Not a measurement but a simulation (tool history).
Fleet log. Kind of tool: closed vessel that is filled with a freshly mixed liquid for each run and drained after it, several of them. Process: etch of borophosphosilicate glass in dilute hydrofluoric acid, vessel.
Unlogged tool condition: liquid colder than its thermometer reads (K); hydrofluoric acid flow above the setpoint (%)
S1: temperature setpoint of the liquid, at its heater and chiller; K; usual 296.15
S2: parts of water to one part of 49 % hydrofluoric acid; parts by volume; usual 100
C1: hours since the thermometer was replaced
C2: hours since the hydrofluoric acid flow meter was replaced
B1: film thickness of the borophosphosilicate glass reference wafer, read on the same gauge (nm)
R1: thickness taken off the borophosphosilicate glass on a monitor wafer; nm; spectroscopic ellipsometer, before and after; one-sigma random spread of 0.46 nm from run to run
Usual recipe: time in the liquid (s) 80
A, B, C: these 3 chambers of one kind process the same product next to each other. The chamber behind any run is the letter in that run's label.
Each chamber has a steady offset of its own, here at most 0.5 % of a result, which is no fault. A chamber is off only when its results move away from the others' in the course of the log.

Run 1C, hour 6: usual settings; C1 583; C2 1217.5; B1 80.011. Result: R1 58.63 nm.
Run 2B, hour 11.9: usual settings; C1 468.8; C2 932.8; B1 79.998. Result: R1 57.44 nm.
Run 3A, hour 16.6: usual settings; C1 520.2; C2 27.6; B1 79.98. Result: R1 56.758 nm.
Run 4A, hour 22: usual settings; C1 525.6; C2 33; B1 80.004. Result: R1 56.936 nm.
Run 5B, hour 27.5: usual settings but S1 298.65 K, time in the liquid (s) 45; C1 484.4; C2 948.4; B1 79.995. Result: R1 35.246 nm.
Run 6C, hour 31.6: usual settings but S1 298.65 K, time in the liquid (s) 45; C1 608.6; C2 1243.1; B1 79.984. Result: R1 35.637 nm.
Run 7C, hour 34.9: usual settings but S1 298.65 K, time in the liquid (s) 45; C1 611.9; C2 1246.4; B1 79.989. Result: R1 35.412 nm.
Run 8B, hour 37.9: usual settings; C1 494.8; C2 958.8; B1 79.982. Result: R1 56.348 nm.
Run 9A, hour 41.2: usual settings; C1 544.8; C2 52.2; B1 80.015. Result: R1 57.653 nm.
Run 10A, hour 45.2: usual settings; C1 548.8; C2 56.2; B1 80.002. Result: R1 57.91 nm.
Run 11B, hour 49: usual settings; C1 505.9; C2 969.9; B1 80.003. Result: R1 57.377 nm.
Run 12C, hour 55.1: usual settings; C1 632.1; C2 1266.6; B1 79.999. Result: R1 58.026 nm.
Run 13C, hour 58.4: usual settings; C1 635.4; C2 1269.9; B1 79.979. Result: R1 57.269 nm.
Run 14B, hour 62.5: usual settings; C1 519.4; C2 983.4; B1 79.997. Result: R1 55.982 nm.
Run 15A, hour 66.6: usual settings but S1 291.65 K, time in the liquid (s) 115; C1 570.2; C2 77.6; B1 80.024. Result: R1 68.413 nm.
Run 16B, hour 72: usual settings but S1 291.65 K, time in the liquid (s) 115; C1 528.9; C2 992.9; B1 80.009. Result: R1 68.063 nm.
Run 17A, hour 75.9: usual settings but S1 291.65 K, time in the liquid (s) 115; C1 579.5; C2 86.9; B1 80.025. Result: R1 68.844 nm.
Run 18C, hour 79.7: usual settings; C1 656.7; C2 1291.2; B1 79.989. Result: R1 57.236 nm.
Run 19A, hour 85.1: usual settings; C1 588.7; C2 96.1; B1 80.019. Result: R1 57.86 nm.
Run 20B, hour 89.8: usual settings; C1 546.7; C2 1010.7; B1 80.012. Result: R1 57.053 nm.
Run 21C, hour 93.8: usual settings; C1 670.8; C2 1305.3; B1 80.01. Result: R1 57.685 nm.
Run 22C, hour 97.5: usual settings but S1 299.15 K, S2 80 parts by volume; C1 674.5; C2 1309; B1 80.002. Result: R1 83.171 nm.
Run 23A, hour 100.5: usual settings but S1 299.15 K, S2 80 parts by volume; C1 604.1; C2 111.5; B1 80.006. Result: R1 82.29 nm.
Run 24B, hour 104.9: usual settings but S1 299.15 K, S2 80 parts by volume; C1 561.8; C2 1025.8; B1 80.017. Result: R1 81.899 nm.
Run 25A, hour 107.8: usual settings; C1 611.4; C2 118.8; B1 80.004. Result: R1 58.478 nm.
Run 26B, hour 112.7: usual settings; C1 569.6; C2 1033.6; B1 79.998. Result: R1 55.237 nm.
Run 27C, hour 118.2: usual settings; C1 695.2; C2 1329.7; B1 79.993. Result: R1 57.965 nm.
Run 28C, hour 122.4: usual settings; C1 699.4; C2 1333.9; B1 79.985. Result: R1 57.209 nm.
Run 29B, hour 126.7: usual settings; C1 583.6; C2 1047.6; B1 80. Result: R1 54.866 nm.
Run 30A, hour 131.2: usual settings but time in the liquid (s) 110; C1 634.8; C2 142.2; B1 80.004. Result: R1 79.089 nm.
Run 31B, hour 136.6: usual settings but time in the liquid (s) 110; C1 593.5; C2 1057.5; B1 79.987. Result: R1 75.633 nm.
Run 32A, hour 141.4: usual settings but time in the liquid (s) 110; C1 645; C2 152.4; B1 79.981. Result: R1 78.73 nm.
Run 33C, hour 144.3: usual settings; C1 721.3; C2 1355.8; B1 80.005. Result: R1 57.894 nm.
Run 34A, hour 149.4: usual settings; C1 653; C2 160.4; B1 80.008. Result: R1 58.231 nm.
Run 35B, hour 154.8: usual settings; C1 611.7; C2 1075.7; B1 79.992. Result: R1 54.712 nm.

Each of the 3 chambers runs these same settings next. Fill in every chamber's results:
Run 36A, hour 159.2: usual settings. Result: R1 ?.
Run 36B, hour 159.2: usual settings. Result: R1 ?.
Run 36C, hour 159.2: usual settings. Result: R1 ?.

run      R1
36A  57.685
36B  54.621
36C  57.972
